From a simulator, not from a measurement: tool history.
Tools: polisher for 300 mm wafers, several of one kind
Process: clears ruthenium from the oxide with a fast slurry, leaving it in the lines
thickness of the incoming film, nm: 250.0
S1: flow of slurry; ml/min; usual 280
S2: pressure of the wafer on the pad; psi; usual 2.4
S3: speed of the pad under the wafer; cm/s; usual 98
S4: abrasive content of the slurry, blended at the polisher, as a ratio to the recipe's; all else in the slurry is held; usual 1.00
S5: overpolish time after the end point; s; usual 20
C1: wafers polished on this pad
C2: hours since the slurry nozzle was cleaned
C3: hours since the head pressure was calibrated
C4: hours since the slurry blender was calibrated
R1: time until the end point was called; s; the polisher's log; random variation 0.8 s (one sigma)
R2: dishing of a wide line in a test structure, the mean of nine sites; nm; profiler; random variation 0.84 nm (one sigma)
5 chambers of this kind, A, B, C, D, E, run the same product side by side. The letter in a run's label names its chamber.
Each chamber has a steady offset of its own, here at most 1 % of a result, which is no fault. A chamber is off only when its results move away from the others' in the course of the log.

Run 1C, hour 5.5: usual settings; C1 1208; C2 45.6; C3 244.3; C4 231.8. Result: R1 85.619 s, R2 43.664 nm.
Run 2A, hour 14.1: usual settings; C1 443; C2 183.3; C3 50.4; C4 129.8. Result: R1 86.138 s, R2 44.542 nm.
Run 3B, hour 22.5: usual settings; C1 355; C2 322.4; C3 324.8; C4 48.7. Result: R1 85.256 s, R2 45.910 nm.
At hour 27.9: chamber C: worn pad replaced by a new one.
Run 4E, hour 29.4: usual settings; C1 1116; C2 365.5; C3 302.6; C4 83.3. Result: R1 86.525 s, R2 43.730 nm.
At hour 29.5: chamber D: worn pad replaced by a new one.
Run 5D, hour 35.9: usual settings; C1 45; C2 208.1; C3 611.4; C4 72.9. Result: R1 84.989 s, R2 45.058 nm.
At hour 37.2: chamber B: slurry nozzle cleaned.
At hour 37.3: chamber A: worn pad replaced by a new one.
Run 6D, hour 40.2: usual settings; C1 75; C2 212.4; C3 615.7; C4 77.2. Result: R1 85.630 s, R2 43.815 nm.
Run 7B, hour 46.6: usual settings; C1 525; C2 9.5; C3 348.9; C4 72.8. Result: R1 86.852 s, R2 43.666 nm.
At hour 49.5: chamber E: worn pad replaced by a new one.
Run 8E, hour 51.9: usual settings but S5 11 s; C1 17; C2 388.0; C3 325.1; C4 105.8. Result: R1 86.984 s, R2 26.642 nm.
At hour 59.8: chamber E: slurry nozzle cleaned.
Run 9C, hour 61.2: usual settings but S5 11 s; C1 235; C2 101.3; C3 300.0; C4 287.5. Result: R1 86.261 s, R2 26.202 nm.
At hour 62.9: chamber B: head pressure recalibrated.
At hour 65.5: chamber B: worn pad replaced by a new one.
Run 10A, hour 69.5: usual settings but S5 11 s; C1 227; C2 238.7; C3 105.8; C4 185.2. Result: R1 86.038 s, R2 26.464 nm.
Run 11A, hour 74.0: usual settings but S5 11 s; C1 258; C2 243.2; C3 110.3; C4 189.7. Result: R1 86.047 s, R2 26.350 nm.
Run 12E, hour 83.0: usual settings but S5 11 s; C1 236; C2 23.2; C3 356.2; C4 136.9. Result: R1 87.135 s, R2 26.061 nm.
At hour 86.2: chamber E: slurry blender recalibrated.
Run 13D, hour 91.7: usual settings; C1 438; C2 263.9; C3 667.2; C4 128.7. Result: R1 86.736 s, R2 43.888 nm.
Run 14B, hour 99.6: usual settings; C1 240; C2 62.5; C3 36.7; C4 125.8. Result: R1 86.435 s, R2 45.708 nm.
At hour 105.6: chamber E: head pressure recalibrated.
Run 15C, hour 107.1: usual settings; C1 558; C2 147.2; C3 345.9; C4 333.4. Result: R1 87.135 s, R2 45.680 nm.
Run 16E, hour 113.8: usual settings; C1 453; C2 54.0; C3 8.2; C4 27.6. Result: R1 96.787 s, R2 40.617 nm.
Run 17C, hour 123.1: usual settings; C1 671; C2 163.2; C3 361.9; C4 349.4. Result: R1 84.868 s, R2 43.657 nm.
At hour 128.5: chamber A: worn pad replaced by a new one.
Run 18B, hour 128.8: usual settings; C1 446; C2 91.7; C3 65.9; C4 155.0. Result: R1 84.359 s, R2 43.593 nm.
Run 19A, hour 133.5: usual settings; C1 35; C2 302.7; C3 169.8; C4 249.2. Result: R1 85.281 s, R2 43.530 nm.
Run 20D, hour 140.9: usual settings; C1 784; C2 313.1; C3 716.4; C4 177.9. Result: R1 85.728 s, R2 43.283 nm.
At hour 149.1: chamber D: slurry blender recalibrated.
Run 21D, hour 149.4: usual settings; C1 844; C2 321.6; C3 724.9; C4 0.4. Result: R1 85.864 s, R2 42.862 nm.
Run 22E, hour 153.7: usual settings; C1 734; C2 93.9; C3 48.1; C4 67.5. Result: R1 94.810 s, R2 40.048 nm.
At hour 157.3: chamber B: worn pad replaced by a new one.
Run 23B, hour 162.7: usual settings; C1 38; C2 125.6; C3 99.8; C4 188.9. Result: R1 85.717 s, R2 45.206 nm.
Run 24A, hour 168.0: usual settings; C1 278; C2 337.2; C3 204.3; C4 283.7. Result: R1 86.858 s, R2 45.041 nm.
At hour 171.9: chamber A: slurry nozzle cleaned.
Run 25C, hour 175.9: usual settings; C1 1043; C2 216.0; C3 414.7; C4 402.2. Result: R1 86.809 s, R2 42.672 nm.
Run 26C, hour 181.8: usual settings; C1 1084; C2 221.9; C3 420.6; C4 408.1. Result: R1 85.591 s, R2 44.523 nm.
Run 27D, hour 189.4: usual settings; C1 1126; C2 361.6; C3 764.9; C4 40.4. Result: R1 85.059 s, R2 42.137 nm.
Run 28E, hour 197.2: usual settings; C1 1041; C2 137.4; C3 91.6; C4 111.0. Result: R1 96.647 s, R2 40.338 nm.
Run 29B, hour 201.3: usual settings; C1 310; C2 164.2; C3 138.4; C4 227.5. Result: R1 86.541 s, R2 46.119 nm.
At hour 205.4: chamber D: worn pad replaced by a new one.
Run 30A, hour 206.8: usual settings; C1 552; C2 35.0; C3 243.1; C4 322.5. Result: R1 85.719 s, R2 44.573 nm.
At hour 209.4: chamber D: slurry nozzle cleaned.
At hour 209.9: chamber A: worn pad replaced by a new one.
Run 31E, hour 213.9: usual settings; C1 1158; C2 154.1; C3 108.3; C4 127.7. Result: R1 96.563 s, R2 39.182 nm.
Run 32C, hour 219.6: usual settings but S4 0.85; C1 1350; C2 259.7; C3 458.4; C4 445.9. Result: R1 95.530 s, R2 42.190 nm.
Run 33B, hour 225.9: usual settings but S4 0.85; C1 483; C2 188.8; C3 163.0; C4 252.1. Result: R1 94.026 s, R2 41.402 nm.
At hour 230.7: chamber E: slurry blender recalibrated.
Run 34D, hour 234.1: usual settings but S4 0.85; C1 202; C2 24.8; C3 809.6; C4 85.1. Result: R1 92.046 s, R2 40.641 nm.
At hour 235.5: chamber E: worn pad replaced by a new one.
At hour 236.4: chamber C: slurry blender recalibrated.
At hour 237.2: chamber D: head pressure recalibrated.
Run 35A, hour 238.8: usual settings but S4 0.85; C1 203; C2 67.0; C3 275.1; C4 354.5. Result: R1 92.208 s, R2 42.415 nm.
Run 36E, hour 246.2: usual settings but S4 0.85; C1 75; C2 186.4; C3 140.6; C4 15.6. Result: R1 104.110 s, R2 37.364 nm.
At hour 252.2: chamber C: slurry nozzle cleaned.
At hour 252.8: chamber C: worn pad replaced by a new one.
Run 37D, hour 254.1: usual settings; C1 343; C2 44.8; C3 16.9; C4 105.1. Result: R1 86.211 s, R2 43.377 nm.
At hour 262.1: chamber B: worn pad replaced by a new one.
Run 38A, hour 262.6: usual settings; C1 371; C2 90.8; C3 298.9; C4 378.3. Result: R1 88.022 s, R2 42.461 nm.
Run 39C, hour 269.5: usual settings but S1 185 ml/min, S3 110 cm/s; C1 118; C2 17.4; C3 508.3; C4 33.2. Result: R1 79.708 s, R2 46.182 nm.
Run 40B, hour 277.7: usual settings but S1 185 ml/min, S3 110 cm/s; C1 110; C2 240.6; C3 214.8; C4 303.9. Result: R1 81.124 s, R2 45.903 nm.

All 5 chambers run these settings next. Forecast each chamber's results:
Run 41A, hour 284.6: usual settings but S3 120 cm/s. Result: R1 ?, R2 ?.
Run 41B, hour 284.6: usual settings but S3 120 cm/s. Result: R1 ?, R2 ?.
Run 41C, hour 284.6: usual settings but S3 120 cm/s. Result: R1 ?, R2 ?.
Run 41D, hour 284.6: usual settings but S3 120 cm/s. Result: R1 ?, R2 ?.
Run 41E, hour 284.6: usual settings but S3 120 cm/s. Result: R1 ?, R2 ?.

run      R1      R2
41A  71.963  50.895
41B  71.219  50.865
41C  71.039  53.081
41D  71.066  49.693
41E  78.562  47.240
